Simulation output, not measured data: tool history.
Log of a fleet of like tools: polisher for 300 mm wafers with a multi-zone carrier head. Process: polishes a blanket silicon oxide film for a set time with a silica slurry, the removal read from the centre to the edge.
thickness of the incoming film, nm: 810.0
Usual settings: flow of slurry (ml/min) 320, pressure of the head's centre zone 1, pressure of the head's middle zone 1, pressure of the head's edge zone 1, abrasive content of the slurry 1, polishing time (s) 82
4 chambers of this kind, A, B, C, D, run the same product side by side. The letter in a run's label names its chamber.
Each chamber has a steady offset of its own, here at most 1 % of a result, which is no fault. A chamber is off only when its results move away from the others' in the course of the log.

| run | hour | flow of slurry (ml/min) | pressure of the head's centre zone | pressure of the head's middle zone | pressure of the head's edge zone | abrasive content of the slurry | polishing time (s) | wafers polished on this pad | hours since the slurry nozzle was cleaned | hours since the centre zone pressure was calibrated | hours since the edge zone pressure was calibrated | film removed at the wafer's centre (Å) | film removed at mid-radius (Å) | film removed at the wafer's edge (Å) |
|---|---|---|---|---|---|---|---|---|---|---|---|---|---|---|
| 1B | 2.9 | 320 | 1 | 1 | 1 | 1 | 82 | 682 | 151.9 | 94 | 935.4 | 1857.2 | 1874.1 | 1882.8 |
| 2A | 8.1 | 320 | 1 | 1 | 1 | 1 | 82 | 416 | 583.4 | 211.4 | 556.6 | 1859.2 | 1828.2 | 1850.2 |
| 3D | 14 | 320 | 1 | 1 | 1 | 1 | 82 | 288 | 210.2 | 181.8 | 698.4 | 1826.9 | 1839 | 1877.8 |
| 4C | 18.3 | 320 | 1 | 1 | 1 | 1 | 82 | 753 | 817.3 | 125.6 | 54.7 | 1840.3 | 1834.4 | 1843.3 |
| 5B | 24.2 | 320 | 1 | 1 | 1 | 1 | 82 | 888 | 173.2 | 115.3 | 956.7 | 1889.1 | 1871.6 | 1836.4 |
| 6D | 27.2 | 320 | 1 | 1 | 1 | 1 | 82 | 416 | 223.4 | 195 | 711.6 | 1869.9 | 1814.2 | 1831.8 |
|  | 31.2 | chamber D: worn pad replaced by a new one |
| 7A | 32.7 | 320 | 1 | 1 | 1 | 1 | 82 | 655 | 608 | 236 | 581.2 | 1828.6 | 1871.9 | 1841.6 |
| 8C | 37.7 | 320 | 1 | 1 | 1 | 1 | 82 | 941 | 836.7 | 145 | 74.1 | 1853 | 1840 | 1868.5 |
| 9C | 42.2 | 320 | 1 | 1 | 1 | 1 | 82 | 985 | 841.2 | 149.5 | 78.6 | 1904.7 | 1879.4 | 1892.8 |
|  | 47.5 | chamber C: worn pad replaced by a new one |
| 10B | 47.6 | 320 | 1 | 1 | 1 | 1 | 82 | 1115 | 196.6 | 138.7 | 980.1 | 1852.7 | 1873 | 1866.3 |
| 11D | 53.1 | 320 | 1 | 1.11 | 1.08 | 1 | 82 | 212 | 249.3 | 220.9 | 737.5 | 1893.5 | 1984.9 | 1978.4 |
|  | 54 | chamber A: worn pad replaced by a new one |
| 12A | 58.7 | 320 | 1 | 1.11 | 1.08 | 1 | 82 | 45 | 634 | 262 | 607.2 | 1887 | 2021.5 | 1942.3 |
| 13A | 62.9 | 320 | 1 | 1.11 | 1.08 | 1 | 82 | 86 | 638.2 | 266.2 | 611.4 | 1841.2 | 2049.1 | 1931.4 |
| 14D | 66.4 | 320 | 1 | 1.11 | 1.08 | 1 | 82 | 341 | 262.6 | 234.2 | 750.8 | 1860.8 | 2022 | 1929.2 |
|  | 67.2 | chamber B: edge zone pressure recalibrated |
| 15C | 72.8 | 320 | 1 | 1 | 1 | 1 | 82 | 245 | 871.8 | 180.1 | 109.2 | 1871.5 | 1854.2 | 1852.8 |
| 16B | 77.8 | 320 | 1 | 0.91 | 1 | 1 | 82 | 1407 | 226.8 | 168.9 | 10.6 | 1800.5 | 1668.7 | 1846.8 |
| 17B | 82.7 | 320 | 1 | 0.91 | 1 | 1 | 82 | 1455 | 231.7 | 173.8 | 15.5 | 1844.5 | 1641.1 | 1842.8 |
|  | 84.7 | chamber C: slurry nozzle cleaned |
| 18A | 86.7 | 320 | 1 | 0.91 | 1 | 1 | 82 | 316 | 662 | 290 | 635.2 | 1861.3 | 1688 | 1886 |
|  | 87.1 | chamber D: worn pad replaced by a new one |
| 19D | 90.3 | 320 | 1 | 0.91 | 1 | 1 | 82 | 31 | 286.5 | 258.1 | 774.7 | 1842.2 | 1640.8 | 1868.3 |
| 20C | 95.8 | 320 | 1 | 1 | 1 | 1 | 82 | 468 | 11.1 | 203.1 | 132.2 | 1948.3 | 1851.3 | 1864.4 |
| 21A | 99.9 | 320 | 1 | 1 | 1 | 1 | 82 | 444 | 675.2 | 303.2 | 648.4 | 1850 | 1885.7 | 1871.2 |
| 22D | 103.3 | 320 | 1 | 1 | 1 | 1 | 82 | 157 | 299.5 | 271.1 | 787.7 | 1838.1 | 1847.6 | 1850.9 |
| 23B | 106.9 | 320 | 1 | 1 | 1 | 1 | 82 | 1689 | 255.9 | 198 | 39.7 | 1743.7 | 1790 | 1756.5 |
| 24C | 111.3 | 320 | 1 | 1 | 1 | 1.15 | 82 | 618 | 26.6 | 218.6 | 147.7 | 2037 | 1979.1 | 1960.4 |
| 25C | 116.6 | 320 | 1 | 1 | 1 | 1.15 | 82 | 669 | 31.9 | 223.9 | 153 | 2005.3 | 1955.5 | 1901.8 |
| 26D | 122.1 | 320 | 1 | 1 | 1 | 1.15 | 82 | 339 | 318.3 | 289.9 | 806.5 | 1987.4 | 1939.9 | 1960.8 |
| 27B | 127.8 | 320 | 1 | 1 | 1 | 1.15 | 82 | 1892 | 276.8 | 218.9 | 60.6 | 1919.5 | 1846 | 1965.8 |
| 28A | 131.2 | 320 | 1 | 1 | 1 | 1 | 82 | 748 | 706.5 | 334.5 | 679.7 | 1859.6 | 1828 | 1854 |
| 29B | 136.1 | 320 | 1 | 1 | 1 | 1 | 82 | 1972 | 285.1 | 227.2 | 68.9 | 1742 | 1750.6 | 1777.6 |
| 30C | 139.8 | 320 | 1 | 1 | 1 | 1 | 82 | 894 | 55.1 | 247.1 | 176.2 | 1917 | 1848.9 | 1892.5 |
| 31D | 142.8 | 320 | 1 | 1 | 1 | 1 | 82 | 540 | 339 | 310.6 | 827.2 | 1819.5 | 1820.6 | 1821.2 |
|  | 143.1 | chamber D: worn pad replaced by a new one |
|  | 147.5 | chamber C: worn pad replaced by a new one |
| 32A | 148.1 | 320 | 1 | 1 | 1 | 1 | 82 | 911 | 723.4 | 351.4 | 696.6 | 1790.2 | 1825.7 | 1844.1 |
|  | 151.8 | chamber A: worn pad replaced by a new one |
| 33D | 153.6 | 320 | 1 | 1 | 1 | 1 | 82 | 101 | 349.8 | 321.4 | 838 | 1832.4 | 1830.7 | 1845.3 |
|  | 159.7 | chamber B: slurry nozzle cleaned |
| 34B | 159.9 | 320 | 1 | 1 | 1 | 1 | 82 | 2203 | 0.2 | 251 | 92.7 | 1700.7 | 1718.8 | 1704.2 |
| 35C | 166.2 | 320 | 1 | 1 | 1 | 1 | 82 | 181 | 81.5 | 273.5 | 202.6 | 1840.5 | 1863.5 | 1865.4 |
| 36A | 170 | 320 | 1 | 1 | 1 | 1 | 82 | 176 | 745.3 | 373.3 | 718.5 | 1843 | 1826.4 | 1825.7 |
|  | 173.4 | chamber A: slurry nozzle cleaned |
| 37C | 175.2 | 320 | 1 | 1 | 1 | 1 | 82 | 268 | 90.5 | 282.5 | 211.6 | 1849.8 | 1844.1 | 1869.9 |
| 38B | 180 | 320 | 1 | 1 | 1 | 1 | 82 | 2398 | 20.3 | 271.1 | 112.8 | 1721.8 | 1773.2 | 1689.6 |
| 39A | 185.5 | 320 | 1 | 1 | 1 | 1 | 82 | 326 | 12.2 | 388.8 | 734 | 1868.5 | 1874.8 | 1890.3 |

Is one chamber off against the others, does the gauge drift, or is nothing wrong? If a chamber is off, say which, and what the likeliest cause is.

Chamber B drifts away from the others.
Cause: removal rate lost through wear of the pad, % = 8.14.

Here are 4 candidates for chamber B's next run, each the usual settings with a change, their results left as question marks. Which one brings its results back in line with what the others give on the usual settings?
In line means no further than this from the other chambers' mean on the usual settings: film removed at the wafer's centre (Å) 95; film removed at mid-radius (Å) 92; film removed at the wafer's edge (Å) 90
| 40B-1 | 190.1 | 320 | 0.99 | 1 | 1 | 1 | 77 |  |  |  |  | ? | ? | ? |
| 40B-2 | 190.1 | 320 | 1.01 | 1 | 1 | 1 | 87 |  |  |  |  | ? | ? | ? |
| 40B-3 | 190.1 | 325 | 1.02 | 1 | 1 | 1.05 | 93 |  |  |  |  | ? | ? | ? |
| 40B-4 | 190.1 | 315 | 0.98 | 1 | 1 | 0.95 | 71 |  |  |  |  | ? | ? | ? |

The other chambers' mean on the usual settings: film removed at the wafer's centre (Å) 1862.2; film removed at mid-radius (Å) 1858.3; film removed at the wafer's edge (Å) 1856.9
| run | film removed at the wafer's centre (Å) | film removed at mid-radius (Å) | film removed at the wafer's edge (Å) |
|---|---|---|---|
| 40B-1 | 1582.2 | 1599.6 | 1624.4 |
| 40B-2 | 1827.8 | 1807.2 | 1835.4 |
| 40B-3 | 2022.4 | 1977.4 | 2007.7 |
| 40B-4 | 1406.4 | 1438.4 | 1461.1 |
40B-2 brings the chamber back in line.
